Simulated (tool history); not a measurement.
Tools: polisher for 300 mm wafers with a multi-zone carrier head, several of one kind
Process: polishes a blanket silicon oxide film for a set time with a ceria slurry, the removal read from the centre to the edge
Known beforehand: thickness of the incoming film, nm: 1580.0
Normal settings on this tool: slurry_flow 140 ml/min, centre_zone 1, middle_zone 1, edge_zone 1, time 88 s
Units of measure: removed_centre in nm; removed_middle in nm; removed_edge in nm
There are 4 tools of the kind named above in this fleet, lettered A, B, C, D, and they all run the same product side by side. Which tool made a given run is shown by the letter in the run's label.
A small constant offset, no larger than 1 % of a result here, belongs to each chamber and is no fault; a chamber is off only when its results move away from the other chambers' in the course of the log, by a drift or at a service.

run	hour	slurry_flow	centre_zone	middle_zone	edge_zone	time	removed_centre	removed_middle	removed_edge
# hour 0.9: chamber A: worn pad replaced by a new one
# hour 4: chamber C: worn pad replaced by a new one
1A	8	140	1	1	1	88	400.17	402.12	401.57
2B	14.6	140	1	1	1	88	408.82	401.07	397.84
3C	22	140	1	1	1	88	389.92	401.13	404.23
4D	31.6	140	1	1	1	88	408.16	399.78	398.6
5D	44.8	95	1	1	1	88	363.08	362.87	377.94
# hour 47.5: chamber B: worn pad replaced by a new one
# hour 51.4: chamber D: worn pad replaced by a new one
6B	57.6	95	1	1	1	88	358.56	364.76	374.71
7C	67	95	1	1	1	88	353.27	360.07	375.85
# hour 67.6: chamber C: worn pad replaced by a new one
8A	75.7	95	1	1	1	88	355.55	364.04	380.26
9D	84	140	1	1	1	88	403.29	396.54	401.84
# hour 87.3: chamber A: worn pad replaced by a new one
# hour 94.4: chamber B: slurry nozzle cleaned
10C	94.8	140	1	1	1	88	398.4	402.03	404.65
11B	105.3	140	1	1	1	88	405.97	400.87	398.71
12A	112.1	140	1	1	1	88	405.08	405.13	395.88
# hour 114.8: chamber D: worn pad replaced by a new one
13C	120.8	140	1	1	1	88	402.94	401.09	397
# hour 130.9: chamber B: worn pad replaced by a new one
14D	134.6	140	1.04	1	1	108	510.53	487.66	485.85
# hour 139.8: chamber C: worn pad replaced by a new one
# hour 146.2: chamber B: edge zone pressure recalibrated
15A	147.5	140	1.04	1	1	108	511.72	493.84	489.45
16B	158.3	140	1.04	1	1	108	523.91	490.66	492.43
17B	171.8	140	1.04	1	1	108	516.81	493.34	490.5
# hour 178.1: chamber D: worn pad replaced by a new one
18D	179.9	140	1	1	1	88	403.28	406.63	396.08
# hour 181: chamber A: worn pad replaced by a new one
19A	188.3	140	1	1	1	88	393.69	409.12	401.42
20C	194.9	140	1	1	1	88	388.41	402.01	402.94
21D	207.5	140	1.06	1	1	88	428.66	401.38	396.6
# hour 208: chamber D: centre zone pressure recalibrated
# hour 215.1: chamber C: centre zone pressure recalibrated
# hour 216.8: chamber C: worn pad replaced by a new one
22A	221.7	140	1.06	1	1	88	421.13	403.84	394.31
23C	232.2	140	1.06	1	1	88	419.14	403.24	402.31
# hour 234.9: chamber B: worn pad replaced by a new one
# hour 244: chamber D: worn pad replaced by a new one
24B	245.6	140	1.06	1	1	88	437.27	400.55	400.86
# hour 253.1: chamber C: slurry nozzle cleaned
25C	256.7	95	0.91	1	1	88	318.56	370.57	373.88
26D	264	95	0.91	1	1	88	307.08	364.69	373.36
27A	275.4	95	0.91	1	1	88	328.58	367.11	368.49
# hour 282.5: chamber C: worn pad replaced by a new one
28B	285	95	0.91	1	1	88	326.67	361.33	380.18
# hour 286.1: chamber A: worn pad replaced by a new one
29A	291.9	140	1	1	1	88	405.56	402.03	398.57
30D	298.7	140	1	1	1	88	384.59	401.46	405.7
31C	308.2	140	1	1	1	88	406.89	396.52	402.24
32B	315.6	140	1	1	1	88	403.42	401.26	408.68
# hour 316.4: chamber D: worn pad replaced by a new one
# hour 321.7: chamber B: worn pad replaced by a new one
33D	328.6	140	1	1	1	88	381.18	401.51	395.44
34B	339.6	140	1	1	1	88	415.75	396.26	401.32

Has any chamber moved away from the others, gradually or after a service, or does the common gauge drift, or do the chambers differ only by their own small steady offsets? State the chamber and the most likely cause if one applies.

Chamber D has stood off from the others ever since a service on it.
Most likely cause: centre zone's pressure below its setpoint, % = 5.34.

Which of the 4 candidates below, each the usual settings with something changed and its results left as question marks, puts chamber D back in line with what the other chambers give on the usual settings?
To be in line, a result may differ from the other chambers' mean on the usual settings by at most: removed_centre 16 nm; removed_middle 18 nm; removed_edge 12 nm
35D-1	349.9	150	1.1	0.99	0.96	89	?	?	?
35D-2	349.9	145	1.04	1	0.98	88	?	?	?
35D-3	349.9	135	0.96	1	1.02	88	?	?	?
35D-4	349.9	130	0.91	1	1.04	88	?	?	?

Usual-settings mean across the other chambers: removed_centre 401.78 nm; removed_middle 401.76 nm; removed_edge 399.72 nm
run	removed_centre	removed_middle	removed_edge
35D-1	433.82	403.38	401.48
35D-2	400.8	400.01	399.39
35D-3	361.49	394.47	403.84
35D-4	337.88	391.44	405.81
The answer is 35D-2, which returns the chamber to within the allowed miss of the others.

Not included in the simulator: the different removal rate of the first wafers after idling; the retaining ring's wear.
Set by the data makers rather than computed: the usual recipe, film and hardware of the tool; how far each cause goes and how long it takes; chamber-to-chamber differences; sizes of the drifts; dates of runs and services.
